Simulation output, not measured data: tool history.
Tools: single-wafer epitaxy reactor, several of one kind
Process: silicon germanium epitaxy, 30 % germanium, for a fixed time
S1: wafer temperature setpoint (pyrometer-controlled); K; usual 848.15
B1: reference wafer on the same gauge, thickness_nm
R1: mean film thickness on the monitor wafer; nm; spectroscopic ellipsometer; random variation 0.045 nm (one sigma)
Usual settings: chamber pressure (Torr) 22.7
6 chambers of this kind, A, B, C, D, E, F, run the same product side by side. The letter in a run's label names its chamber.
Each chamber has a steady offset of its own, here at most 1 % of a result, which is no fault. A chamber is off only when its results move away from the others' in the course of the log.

run 1A hour=3.2 | S1=848.15 chamber_pressure_(Torr)=22.7 | B1=33.198 | R1=39.013
run 2E hour=6.8 | S1=848.15 chamber_pressure_(Torr)=22.7 | B1=33.194 | R1=38.982
run 3B hour=11.1 | S1=848.15 chamber_pressure_(Torr)=22.7 | B1=33.192 | R1=38.704
run 4D hour=13.3 | S1=848.15 chamber_pressure_(Torr)=22.7 | B1=33.189 | R1=38.679
run 5C hour=17 | S1=848.15 chamber_pressure_(Torr)=22.7 | B1=33.182 | R1=38.819
run 6F hour=19.1 | S1=848.15 chamber_pressure_(Torr)=19.7 | B1=33.181 | R1=36.887
run 7C hour=23.3 | S1=848.15 chamber_pressure_(Torr)=19.7 | B1=33.178 | R1=36.658
run 8B hour=27.8 | S1=848.15 chamber_pressure_(Torr)=19.7 | B1=33.163 | R1=36.566
run 9D hour=32.4 | S1=848.15 chamber_pressure_(Torr)=19.7 | B1=33.154 | R1=36.507
run 10A hour=34.8 | S1=848.15 chamber_pressure_(Torr)=19.7 | B1=33.155 | R1=36.825
run 11E hour=37.1 | S1=848.15 chamber_pressure_(Torr)=19.7 | B1=33.16 | R1=36.784
run 12F hour=39.9 | S1=856.15 chamber_pressure_(Torr)=19.8 | B1=33.149 | R1=43.046
run 13D hour=44 | S1=856.15 chamber_pressure_(Torr)=19.8 | B1=33.152 | R1=42.537
run 14B hour=47.1 | S1=856.15 chamber_pressure_(Torr)=19.8 | B1=33.154 | R1=42.585
run 15A hour=50.9 | S1=856.15 chamber_pressure_(Torr)=19.8 | B1=33.141 | R1=42.943
run 16C hour=55.7 | S1=856.15 chamber_pressure_(Torr)=19.8 | B1=33.13 | R1=42.661
run 17E hour=60.2 | S1=856.15 chamber_pressure_(Torr)=19.8 | B1=33.134 | R1=42.901
run 18F hour=63.7 | S1=848.15 chamber_pressure_(Torr)=22.7 | B1=33.124 | R1=39.029
run 19E hour=66.3 | S1=848.15 chamber_pressure_(Torr)=22.7 | B1=33.122 | R1=38.794
run 20D hour=68.5 | S1=848.15 chamber_pressure_(Torr)=22.7 | B1=33.12 | R1=38.606
run 21A hour=70.7 | S1=848.15 chamber_pressure_(Torr)=22.7 | B1=33.116 | R1=38.858
run 22B hour=75.4 | S1=848.15 chamber_pressure_(Torr)=22.7 | B1=33.121 | R1=38.62
run 23C hour=77.8 | S1=854.15 chamber_pressure_(Torr)=17.7 | B1=33.104 | R1=39.267
run 24F hour=81.9 | S1=854.15 chamber_pressure_(Torr)=17.7 | B1=33.102 | R1=39.551
run 25F hour=84.7 | S1=854.15 chamber_pressure_(Torr)=17.7 | B1=33.102 | R1=39.633
run 26A hour=88.7 | S1=854.15 chamber_pressure_(Torr)=17.7 | B1=33.095 | R1=39.52
run 27D hour=92.2 | S1=854.15 chamber_pressure_(Torr)=17.7 | B1=33.093 | R1=39.163
run 28B hour=94.6 | S1=854.15 chamber_pressure_(Torr)=17.7 | B1=33.088 | R1=39.087
run 29C hour=97.9 | S1=853.15 chamber_pressure_(Torr)=26.2 | B1=33.082 | R1=44.893
run 30E hour=101.8 | S1=853.15 chamber_pressure_(Torr)=26.2 | B1=33.078 | R1=45.179
run 31C hour=106.4 | S1=853.15 chamber_pressure_(Torr)=26.2 | B1=33.087 | R1=44.933
run 32B hour=108.6 | S1=853.15 chamber_pressure_(Torr)=26.2 | B1=33.079 | R1=45.007
run 33F hour=112.6 | S1=853.15 chamber_pressure_(Torr)=26.2 | B1=33.06 | R1=45.362
run 34A hour=116.4 | S1=853.15 chamber_pressure_(Torr)=26.2 | B1=33.052 | R1=45.328
run 35D hour=121 | S1=848.15 chamber_pressure_(Torr)=18 | B1=33.057 | R1=35.101
run 36E hour=125.9 | S1=848.15 chamber_pressure_(Torr)=18 | B1=33.05 | R1=35.314
run 37E hour=129.7 | S1=848.15 chamber_pressure_(Torr)=18 | B1=33.051 | R1=35.42
run 38B hour=133.1 | S1=848.15 chamber_pressure_(Torr)=18 | B1=33.044 | R1=34.984

What goes on in this fleet: one chamber off, a drifting gauge, or nothing beyond the chambers' own small offsets? Name the chamber and the cause, if any.

The gauge drifts, so all chambers seem to drift together. No chamber is off.
Cause: gauge reads low (%) = 0.477.
